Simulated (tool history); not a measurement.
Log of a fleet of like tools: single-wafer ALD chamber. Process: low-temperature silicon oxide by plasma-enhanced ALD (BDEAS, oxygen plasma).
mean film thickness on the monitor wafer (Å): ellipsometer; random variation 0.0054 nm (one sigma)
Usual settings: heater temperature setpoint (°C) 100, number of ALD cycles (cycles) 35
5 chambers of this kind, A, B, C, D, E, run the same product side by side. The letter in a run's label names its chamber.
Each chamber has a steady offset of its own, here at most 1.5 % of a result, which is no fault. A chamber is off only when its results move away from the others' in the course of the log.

| run | day | heater temperature setpoint (°C) | number of ALD cycles (cycles) | read-back reference wafer on the same gauge, thickness_nm | mean film thickness on the monitor wafer (Å) |
|---|---|---|---|---|---|
| 1C | 0.325 | 100 | 35 | 4.1606 | 49.763 |
| 2E | 0.683 | 100 | 35 | 4.1603 | 49.654 |
| 3B | 0.971 | 100 | 35 | 4.1582 | 49.964 |
| 4D | 1.396 | 100 | 35 | 4.1569 | 50.448 |
| 5A | 1.808 | 100 | 35 | 4.1592 | 50.28 |
| 6E | 2.042 | 100 | 35 | 4.1562 | 49.452 |
| 7A | 2.325 | 100 | 35 | 4.1567 | 50.24 |
| 8C | 2.55 | 100 | 35 | 4.1559 | 49.73 |
| 9D | 2.758 | 100 | 35 | 4.156 | 50.498 |
| 10B | 3.138 | 100 | 35 | 4.1549 | 49.895 |
| 11A | 3.55 | 100 | 35 | 4.1549 | 50.234 |
| 12E | 3.783 | 108 | 35 | 4.1547 | 48.829 |
| 13C | 4.142 | 108 | 35 | 4.1532 | 48.842 |
| 14B | 4.483 | 108 | 35 | 4.1524 | 49.147 |
| 15D | 4.846 | 108 | 35 | 4.1522 | 49.753 |
| 16D | 5.175 | 108 | 35 | 4.1518 | 49.733 |
| 17A | 5.408 | 100 | 35 | 4.1508 | 50.184 |
| 18C | 5.792 | 100 | 35 | 4.1518 | 49.713 |
| 19E | 6.104 | 100 | 35 | 4.1512 | 49.465 |
| 20B | 6.396 | 100 | 35 | 4.1499 | 49.739 |
| 21E | 6.683 | 100 | 35 | 4.1502 | 49.448 |
| 22A | 6.992 | 100 | 35 | 4.1487 | 50.151 |
| 23C | 7.325 | 100 | 35 | 4.1477 | 49.584 |
| 24D | 7.704 | 100 | 35 | 4.1493 | 50.405 |
| 25B | 8.033 | 100 | 35 | 4.1481 | 49.786 |
| 26E | 8.4 | 100 | 35 | 4.1479 | 49.537 |
| 27A | 8.671 | 100 | 35 | 4.1468 | 50.183 |
| 28D | 9.008 | 100 | 35 | 4.1467 | 50.411 |
| 29B | 9.233 | 100 | 35 | 4.1456 | 49.757 |
| 30C | 9.629 | 100 | 35 | 4.1439 | 49.535 |
| 31D | 10.021 | 100 | 35 | 4.1443 | 50.346 |
| 32B | 10.267 | 100 | 35 | 4.1441 | 49.726 |
| 33C | 10.596 | 100 | 35 | 4.1436 | 49.51 |
| 34A | 11.017 | 100 | 35 | 4.1427 | 50.057 |
| 35E | 11.342 | 100 | 35 | 4.1422 | 49.39 |
| 36B | 11.625 | 100 | 35 | 4.1417 | 49.734 |

What goes on in this fleet: one chamber off, a drifting gauge, or nothing beyond the chambers' own small offsets? Name the chamber and the cause, if any.

The gauge drifts, so all chambers seem to drift together. No chamber is off.
Cause: gauge reads low (%) = 0.447.
